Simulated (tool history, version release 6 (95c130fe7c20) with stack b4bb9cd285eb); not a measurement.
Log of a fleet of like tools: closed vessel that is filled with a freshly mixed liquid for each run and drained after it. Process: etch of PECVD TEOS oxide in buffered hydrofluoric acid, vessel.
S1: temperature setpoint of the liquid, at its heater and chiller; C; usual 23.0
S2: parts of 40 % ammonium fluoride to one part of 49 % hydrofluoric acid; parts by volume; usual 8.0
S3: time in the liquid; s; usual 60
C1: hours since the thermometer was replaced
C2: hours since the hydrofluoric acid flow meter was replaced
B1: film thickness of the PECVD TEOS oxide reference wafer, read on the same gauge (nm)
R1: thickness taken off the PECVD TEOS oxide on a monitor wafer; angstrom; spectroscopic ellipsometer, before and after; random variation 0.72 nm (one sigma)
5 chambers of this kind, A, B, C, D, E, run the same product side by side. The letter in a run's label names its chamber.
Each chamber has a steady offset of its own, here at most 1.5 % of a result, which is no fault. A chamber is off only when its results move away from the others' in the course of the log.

| run | hour | S1 | S2 | S3 | C1 | C2 | B1 | R1 |
|---|---|---|---|---|---|---|---|---|
| 1E | 7.8 | 23.0 | 8.0 | 60 | 483.4 | 810.7 | 69.981 | 1407.8 |
| 2B | 16.1 | 23.0 | 8.0 | 60 | 405.5 | 41.0 | 70.024 | 1393.7 |
| 3A | 31.3 | 23.0 | 8.0 | 60 | 1540.4 | 1005.3 | 69.979 | 1424.8 |
| 4C | 42.1 | 23.0 | 8.0 | 60 | 66.6 | 665.3 | 69.975 | 1432.1 |
| 5D | 54.1 | 23.0 | 8.0 | 60 | 311.6 | 404.9 | 69.993 | 1416.3 |
| 6B | 66.4 | 23.0 | 8.0 | 60 | 455.8 | 91.3 | 69.987 | 1399.5 |
| 7D | 82.2 | 23.0 | 8.0 | 60 | 339.7 | 433.0 | 69.986 | 1411.3 |
| 8A | 90.1 | 23.0 | 8.0 | 60 | 1599.2 | 1064.1 | 70.017 | 1398.1 |
| 9C | 100.6 | 23.0 | 8.0 | 60 | 125.1 | 723.8 | 70.005 | 1422.2 |
| 10E | 112.5 | 23.0 | 8.0 | 60 | 588.1 | 915.4 | 69.994 | 1423.1 |
| 11B | 125.3 | 23.0 | 8.0 | 60 | 514.7 | 150.2 | 69.995 | 1429.0 |
| 12A | 133.4 | 23.0 | 8.0 | 60 | 1642.5 | 1107.4 | 69.997 | 1415.8 |
| 13E | 141.2 | 23.0 | 8.0 | 60 | 616.8 | 944.1 | 69.974 | 1425.9 |
| 14C | 149.4 | 23.0 | 8.0 | 60 | 173.9 | 772.6 | 70.000 | 1427.7 |
| 15D | 165.1 | 23.0 | 8.0 | 60 | 422.6 | 515.9 | 69.971 | 1421.4 |
| 16A | 178.7 | 25.5 | 5.5 | 60 | 1687.8 | 1152.7 | 69.990 | 2325.0 |
| 17B | 193.4 | 25.5 | 5.5 | 60 | 582.8 | 218.3 | 70.009 | 2343.0 |
| 18E | 205.1 | 25.5 | 5.5 | 60 | 680.7 | 1008.0 | 70.021 | 2276.2 |
| 19D | 218.4 | 25.5 | 5.5 | 60 | 475.9 | 569.2 | 70.011 | 2299.3 |
|  | 221.7 | chamber D: thermometer replaced |
| 20C | 230.4 | 25.5 | 5.5 | 60 | 254.9 | 853.6 | 69.977 | 2356.0 |
| 21D | 245.4 | 23.0 | 8.0 | 60 | 23.7 | 596.2 | 70.001 | 1408.1 |
| 22B | 255.8 | 23.0 | 8.0 | 60 | 645.2 | 280.7 | 69.995 | 1432.2 |
| 23E | 267.9 | 23.0 | 8.0 | 60 | 743.5 | 1070.8 | 69.976 | 1415.7 |
| 24C | 280.6 | 27.5 | 8.0 | 60 | 305.1 | 903.8 | 70.008 | 1822.4 |
| 25A | 292.6 | 27.5 | 8.0 | 60 | 1801.7 | 1266.6 | 69.999 | 1792.5 |
| 26D | 302.0 | 27.5 | 8.0 | 60 | 80.3 | 652.8 | 69.995 | 1808.8 |
| 27E | 309.5 | 27.5 | 8.0 | 60 | 785.1 | 1112.4 | 69.989 | 1811.5 |
| 28B | 322.6 | 27.5 | 8.0 | 60 | 712.0 | 347.5 | 69.974 | 1839.2 |
| 29C | 332.1 | 23.0 | 8.0 | 60 | 356.6 | 955.3 | 70.008 | 1427.8 |
| 30A | 346.2 | 23.0 | 10.0 | 75 | 1855.3 | 1320.2 | 70.015 | 1446.2 |
| 31E | 356.4 | 23.0 | 10.0 | 75 | 832.0 | 1159.3 | 69.994 | 1453.3 |
| 32B | 364.5 | 23.0 | 10.0 | 75 | 753.9 | 389.4 | 70.010 | 1482.4 |

What goes on in this fleet: one chamber off, a drifting gauge, or nothing beyond the chambers' own small offsets? Name the chamber and the cause, if any.

Chamber B drifts away from the others.
Cause: liquid hotter than its thermometer reads (K) = 0.61.
The log may not tell that from: hydrofluoric acid flow above the setpoint (%).

Here are 4 candidates for chamber B's next run, each the usual settings with a change, their results left as question marks. Which one brings its results back in line with what the others give on the usual settings?
In line means no further than this from the other chambers' mean on the usual settings: R1 25.0 angstrom
| 33B-1 | 375.9 | 23.5 | 8.0 | 60 |  |  |  | ? |
| 33B-2 | 375.9 | 24.0 | 8.0 | 60 |  |  |  | ? |
| 33B-3 | 375.9 | 22.5 | 8.0 | 60 |  |  |  | ? |
| 33B-4 | 375.9 | 22.0 | 8.0 | 60 |  |  |  | ? |

The other chambers' mean on the usual settings: R1 1417.5 angstrom
| run | R1 |
|---|---|
| 33B-1 | 1492.6 |
| 33B-2 | 1534.6 |
| 33B-3 | 1411.7 |
| 33B-4 | 1373.5 |
33B-3 brings the chamber back in line.
